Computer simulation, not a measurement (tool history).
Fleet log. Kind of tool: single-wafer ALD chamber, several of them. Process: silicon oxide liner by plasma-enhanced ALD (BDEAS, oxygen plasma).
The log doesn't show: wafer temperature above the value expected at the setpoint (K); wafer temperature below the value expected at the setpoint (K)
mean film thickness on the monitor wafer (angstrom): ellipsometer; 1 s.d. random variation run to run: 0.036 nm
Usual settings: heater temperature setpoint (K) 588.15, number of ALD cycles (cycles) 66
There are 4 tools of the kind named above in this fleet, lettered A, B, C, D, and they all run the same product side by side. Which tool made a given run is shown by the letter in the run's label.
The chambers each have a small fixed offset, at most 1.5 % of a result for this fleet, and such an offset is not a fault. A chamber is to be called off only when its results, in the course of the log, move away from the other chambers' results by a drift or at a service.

run,hour,heater temperature setpoint (K),number of ALD cycles (cycles),hours since the last thermocouple change,"read-back reference wafer on the same gauge, thickness_nm",mean film thickness on the monitor wafer (angstrom)
1A,7,588.15,66,2416.5,6.143,60.804
2D,10.5,588.15,66,1509.7,6.1555,60.14
3B,16.5,588.15,66,413.7,6.1597,59.799
4C,21.3,588.15,66,1316.3,6.1461,60.095
5A,27.4,576.15,70,2436.9,6.153,66.222
6D,32.6,576.15,70,1531.8,6.1502,64.758
7B,37,576.15,70,434.2,6.1454,64.151
8C,43.8,576.15,70,1338.8,6.14,63.549
9D,50.2,588.15,66,1549.4,6.145,59.899
10B,55.3,588.15,66,452.5,6.1521,59.543
11A,62.4,588.15,66,2471.9,6.154,60.572
12C,67.9,588.15,66,1362.9,6.1537,59.466
13B,71.6,595.15,53,468.8,6.1455,47.682
14D,78.1,595.15,53,1577.3,6.1473,47.992
15A,82,595.15,53,2491.5,6.1529,48.292
16C,85.6,595.15,53,1380.6,6.1565,47.403
17A,90,588.15,66,2499.5,6.1442,61.114
18B,94.2,588.15,66,491.4,6.1437,59.657
19C,101.3,583.15,66,1396.3,6.1469,61.041
20D,107.3,583.15,66,1606.5,6.1506,61.144
21A,114.6,583.15,66,2524.1,6.1484,61.434
22D,119.1,583.15,66,1618.3,6.1532,60.285
23B,125.4,588.15,66,522.6,6.1496,59.892
24C,130.5,588.15,66,1425.5,6.152,60.496
25B,137.9,594.15,55,535.1,6.1529,49.694
# hour 141.9: chamber D: thermocouple changed; heater temperature recalibrated
26D,145,594.15,55,3.1,6.1459,49.465
27C,149.2,594.15,55,1444.2,6.1534,48.838
28A,153.8,594.15,55,2563.3,6.149,49.994
29D,158.7,581.15,66,16.8,6.1518,60.551
30C,165.2,581.15,66,1460.2,6.1475,60.108
31A,171.5,581.15,66,2581,6.1484,60.569
32B,177.2,581.15,66,574.4,6.1566,61.204
33B,182,598.15,66,579.2,6.1474,59.339
34A,188.9,598.15,66,2598.4,6.1483,60.501
35D,193.7,598.15,66,51.8,6.1513,59.682
36C,200.8,598.15,66,1495.8,6.1468,58.994
37A,204.9,588.15,66,2614.4,6.1481,60.954
38C,210.9,588.15,66,1505.9,6.1471,59.367

All 4 chambers run these settings next. Forecast each chamber's results:
39A,216.2,588.15,74,,,?
39B,216.2,588.15,74,,,?
39C,216.2,588.15,74,,,?
39D,216.2,588.15,74,,,?

run,mean film thickness on the monitor wafer (angstrom)
39A,68.96
39B,66.899
39C,67.336
39D,67.656

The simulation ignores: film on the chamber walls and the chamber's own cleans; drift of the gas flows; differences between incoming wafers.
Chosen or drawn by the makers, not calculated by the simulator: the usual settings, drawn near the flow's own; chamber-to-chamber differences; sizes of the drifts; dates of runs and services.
